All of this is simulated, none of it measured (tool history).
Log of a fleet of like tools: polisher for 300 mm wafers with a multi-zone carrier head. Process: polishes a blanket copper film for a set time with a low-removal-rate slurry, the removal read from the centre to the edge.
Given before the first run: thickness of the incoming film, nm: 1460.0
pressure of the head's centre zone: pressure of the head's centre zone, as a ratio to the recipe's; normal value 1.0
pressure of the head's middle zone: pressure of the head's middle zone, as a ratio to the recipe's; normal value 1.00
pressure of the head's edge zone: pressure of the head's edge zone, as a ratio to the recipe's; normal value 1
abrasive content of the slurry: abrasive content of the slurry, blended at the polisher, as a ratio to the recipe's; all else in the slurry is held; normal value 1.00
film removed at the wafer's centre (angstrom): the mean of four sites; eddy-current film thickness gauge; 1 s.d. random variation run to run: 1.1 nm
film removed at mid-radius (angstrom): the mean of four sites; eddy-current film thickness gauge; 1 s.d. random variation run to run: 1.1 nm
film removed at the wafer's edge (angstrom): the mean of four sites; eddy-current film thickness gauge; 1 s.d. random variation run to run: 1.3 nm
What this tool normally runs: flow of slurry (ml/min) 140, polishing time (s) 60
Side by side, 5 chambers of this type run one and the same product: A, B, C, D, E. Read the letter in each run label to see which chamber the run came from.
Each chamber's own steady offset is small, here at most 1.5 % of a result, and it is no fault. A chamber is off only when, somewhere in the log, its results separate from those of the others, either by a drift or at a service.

run,hour,flow of slurry (ml/min),pressure of the head's centre zone,pressure of the head's middle zone,pressure of the head's edge zone,abrasive content of the slurry,polishing time (s),wafers polished on this pad,hours since the slurry nozzle was cleaned,hours since the centre zone pressure was calibrated,hours since the edge zone pressure was calibrated,film removed at the wafer's centre (angstrom),film removed at mid-radius (angstrom),film removed at the wafer's edge (angstrom)
1B,7.3,140,1.0,1.00,1,1.00,60,293,299.4,232.6,328.1,1244.10,1265.30,1266.50
# hour 10.1: chamber D: worn pad replaced by a new one
2E,17.0,140,1.0,1.00,1,1.00,60,676,89.4,243.6,82.0,1258.10,1260.80,1274.00
3C,24.3,140,1.0,1.00,1,1.00,60,961,396.2,58.6,1081.4,1250.80,1250.30,1275.50
# hour 29.7: chamber C: worn pad replaced by a new one
4D,29.8,140,1.0,1.00,1,1.00,60,205,518.8,1405.4,733.7,1283.70,1260.10,1250.20
5A,35.5,140,1.0,1.00,1,1.00,60,438,550.3,162.5,860.8,1259.30,1255.10,1260.30
6E,45.7,140,1.0,1.00,1,1.00,60,974,118.1,272.3,110.7,1265.50,1275.80,1266.50
7B,56.6,140,1.0,1.00,1,1.00,60,804,348.7,281.9,377.4,1243.00,1253.30,1244.10
# hour 66.0: chamber D: centre zone pressure recalibrated
8A,67.3,140,1.0,1.00,1,1.00,60,768,582.1,194.3,892.6,1269.50,1259.60,1241.80
# hour 71.8: chamber D: edge zone pressure recalibrated
# hour 73.0: chamber D: slurry nozzle cleaned
9D,77.1,140,1.0,1.00,1,1.00,60,695,4.2,11.1,5.3,1280.10,1247.00,1256.00
10C,87.1,140,1.0,1.00,1,1.00,60,595,459.0,121.4,1144.2,1252.20,1252.90,1274.00
11E,92.2,140,1.0,1.00,1,1.00,46,1456,164.6,318.8,157.2,957.98,969.92,963.79
# hour 99.9: chamber B: worn pad replaced by a new one
12C,103.4,140,1.0,1.00,1,1.00,46,765,475.3,137.7,1160.5,954.71,942.50,972.66
# hour 107.3: chamber A: worn pad replaced by a new one
13A,110.0,140,1.0,1.00,1,1.00,46,28,624.8,237.0,935.3,968.53,979.59,976.99
# hour 114.0: chamber D: worn pad replaced by a new one
# hour 114.5: chamber E: worn pad replaced by a new one
14D,116.2,140,1.0,1.00,1,1.00,46,23,43.3,50.2,44.4,978.71,963.59,972.08
# hour 123.9: chamber C: worn pad replaced by a new one
15B,124.9,140,1.0,1.00,1,1.00,46,260,417.0,350.2,445.7,954.35,955.00,962.58
# hour 130.3: chamber B: slurry nozzle cleaned
16A,133.8,140,1.0,1.00,1,1.00,60,275,648.6,260.8,959.1,1274.30,1239.30,1250.20
17E,144.0,140,0.9,1.00,1,1.10,60,306,216.4,370.6,209.0,1146.40,1305.20,1295.40
18D,150.0,140,0.9,1.00,1,1.10,60,373,77.1,84.0,78.2,1173.70,1270.00,1305.10
19B,160.3,140,0.9,1.00,1,1.10,60,627,30.0,385.6,481.1,1136.10,1298.50,1274.20
# hour 165.8: chamber E: slurry nozzle cleaned
20C,168.0,140,0.9,1.00,1,1.10,60,457,539.9,202.3,1225.1,1101.90,1234.00,1267.60
21B,173.7,140,0.9,1.00,1,1.10,60,766,43.4,399.0,494.5,1136.90,1307.30,1266.50
22C,179.7,140,1.0,1.00,1,1.00,60,578,551.6,214.0,1236.8,1212.20,1194.50,1277.10
23D,189.6,140,1.0,1.00,1,1.00,60,784,116.7,123.6,117.8,1280.60,1254.50,1275.00
24A,198.4,140,1.0,1.00,1,1.00,60,945,713.2,325.4,1023.7,1267.60,1245.50,1233.90
# hour 200.8: chamber B: worn pad replaced by a new one
25E,203.4,140,1.0,1.00,1,1.00,60,922,37.6,430.0,268.4,1269.80,1250.60,1275.50
26C,209.2,140,1.0,1.00,1,1.00,60,884,581.1,243.5,1266.3,1196.10,1190.50,1218.60
27A,217.0,140,1.0,1.00,1,1.00,60,1138,731.8,344.0,1042.3,1244.10,1255.10,1246.10
# hour 217.6: chamber A: worn pad replaced by a new one
# hour 223.8: chamber C: worn pad replaced by a new one
28B,225.9,140,1.0,1.00,1,1.00,60,260,95.6,451.2,546.7,1240.50,1282.50,1255.10
29D,235.4,140,1.0,1.00,1,1.00,60,1258,162.5,169.4,163.6,1300.40,1256.20,1283.30
# hour 238.5: chamber D: worn pad replaced by a new one
30E,246.0,140,1.0,1.00,1,1.00,60,1363,80.2,472.6,311.0,1257.60,1266.40,1260.70
31C,254.0,140,1.0,0.95,1,1.15,60,313,625.9,288.3,1311.1,1200.60,1154.40,1239.50
32E,260.0,140,1.0,0.95,1,1.15,60,1508,94.2,486.6,325.0,1290.60,1244.60,1312.50
33B,266.0,140,1.0,0.95,1,1.15,60,676,135.7,491.3,586.8,1278.30,1248.20,1301.10
34A,274.7,140,1.0,0.95,1,1.15,60,592,789.5,401.7,1100.0,1304.70,1246.80,1264.90
35D,279.6,140,1.0,0.95,1,1.15,60,427,206.7,213.6,207.8,1294.10,1252.00,1312.20
36B,289.1,140,1.0,1.00,1,1.00,60,916,158.8,514.4,609.9,1251.30,1247.70,1271.00

Next, all 5 chambers run the settings below, one line each with question marks for the results. What does each chamber give?
37A,297.2,140,1.0,1.00,1,1.00,60,,,,,?,?,?
37B,297.2,140,1.0,1.00,1,1.00,60,,,,,?,?,?
37C,297.2,140,1.0,1.00,1,1.00,60,,,,,?,?,?
37D,297.2,140,1.0,1.00,1,1.00,60,,,,,?,?,?
37E,297.2,140,1.0,1.00,1,1.00,60,,,,,?,?,?

run,film removed at the wafer's centre (angstrom),film removed at mid-radius (angstrom),film removed at the wafer's edge (angstrom)
37A,1258.50,1244.70,1234.80
37B,1253.60,1278.50,1259.40
37C,1132.60,1141.40,1195.50
37D,1291.40,1238.30,1248.10
37E,1255.40,1254.50,1285.50
